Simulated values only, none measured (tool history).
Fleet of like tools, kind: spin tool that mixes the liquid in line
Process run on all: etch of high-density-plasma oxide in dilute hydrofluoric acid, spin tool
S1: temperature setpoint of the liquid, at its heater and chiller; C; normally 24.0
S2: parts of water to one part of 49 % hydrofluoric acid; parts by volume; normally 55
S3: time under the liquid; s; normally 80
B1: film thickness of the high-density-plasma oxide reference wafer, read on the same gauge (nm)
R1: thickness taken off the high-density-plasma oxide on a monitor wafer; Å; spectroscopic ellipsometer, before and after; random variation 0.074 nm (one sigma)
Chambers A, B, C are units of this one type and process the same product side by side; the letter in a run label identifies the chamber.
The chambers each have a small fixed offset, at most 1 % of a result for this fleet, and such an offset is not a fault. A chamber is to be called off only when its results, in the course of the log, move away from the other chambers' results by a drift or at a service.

run 1A hour=6.7 | S1=24.0 S2=55 S3=80 | B1=89.999 | R1=110.680
run 2C hour=14.8 | S1=24.0 S2=55 S3=80 | B1=89.978 | R1=110.390
run 3B hour=19.0 | S1=24.0 S2=55 S3=80 | B1=90.019 | R1=110.680
run 4B hour=24.0 | S1=24.0 S2=55 S3=80 | B1=90.021 | R1=112.350
run 5C hour=30.4 | S1=24.0 S2=55 S3=80 | B1=90.029 | R1=110.310
run 6A hour=38.6 | S1=24.0 S2=55 S3=80 | B1=89.971 | R1=111.680
run 7A hour=44.7 | S1=24.0 S2=55 S3=80 | B1=89.984 | R1=111.040
run 8C hour=50.1 | S1=24.0 S2=55 S3=80 | B1=90.007 | R1=111.380
run 9B hour=55.4 | S1=24.0 S2=55 S3=80 | B1=89.967 | R1=109.130
run 10C hour=63.1 | S1=24.0 S2=55 S3=50 | B1=90.008 | R1=69.389
run 11A hour=69.1 | S1=24.0 S2=55 S3=50 | B1=90.007 | R1=69.458
run 12B hour=76.9 | S1=24.0 S2=55 S3=50 | B1=90.011 | R1=67.044
run 13C hour=81.0 | S1=24.0 S2=55 S3=80 | B1=89.990 | R1=109.360
run 14B hour=89.0 | S1=24.0 S2=55 S3=80 | B1=89.952 | R1=106.540
run 15A hour=95.8 | S1=24.0 S2=55 S3=80 | B1=90.020 | R1=111.750
run 16B hour=103.6 | S1=24.0 S2=55 S3=80 | B1=90.004 | R1=108.630
run 17C hour=110.9 | S1=24.0 S2=55 S3=80 | B1=90.024 | R1=108.470
run 18A hour=115.6 | S1=24.0 S2=55 S3=80 | B1=90.024 | R1=111.610
run 19A hour=121.7 | S1=24.0 S2=55 S3=80 | B1=90.010 | R1=111.040
run 20C hour=127.4 | S1=25.5 S2=55 S3=120 | B1=90.022 | R1=175.640
run 21B hour=131.9 | S1=25.5 S2=55 S3=120 | B1=90.019 | R1=166.610
run 22B hour=136.5 | S1=25.5 S2=55 S3=120 | B1=90.021 | R1=167.990
run 23C hour=143.8 | S1=24.0 S2=55 S3=80 | B1=89.971 | R1=110.930
run 24A hour=149.9 | S1=24.0 S2=55 S3=80 | B1=90.005 | R1=111.190

What goes on in this fleet: one chamber off, a drifting gauge, or nothing beyond the chambers' own small offsets? Name the chamber and the cause, if any.

Chamber B drifts away from the others.
What lies behind it: liquid colder than its thermometer reads (K) = 1.63.
With only this log, it may be confused with: hydrofluoric acid flow below the setpoint (%).

Here are 4 candidates for chamber B's next run, each the usual settings with a change, their results left as question marks. Which one brings its results back in line with what the others give on the usual settings?
In line means no further than this from the other chambers' mean on the usual settings: R1 2.600 Å
run 25B-1 hour=156.0 | S1=24.0 S2=55 S3=75 | R1=?
run 25B-2 hour=156.0 | S1=23.5 S2=55 S3=80 | R1=?
run 25B-3 hour=156.0 | S1=24.0 S2=55 S3=85 | R1=?
run 25B-4 hour=156.0 | S1=24.5 S2=55 S3=80 | R1=?

What the other chambers average on the usual settings: R1 111.000 Å
run=25B-1 R1=97.750
run=25B-2 R1=102.120
run=25B-3 R1=110.780
run=25B-4 R1=106.410
The answer is 25B-3, which returns the chamber to within the allowed miss of the others.
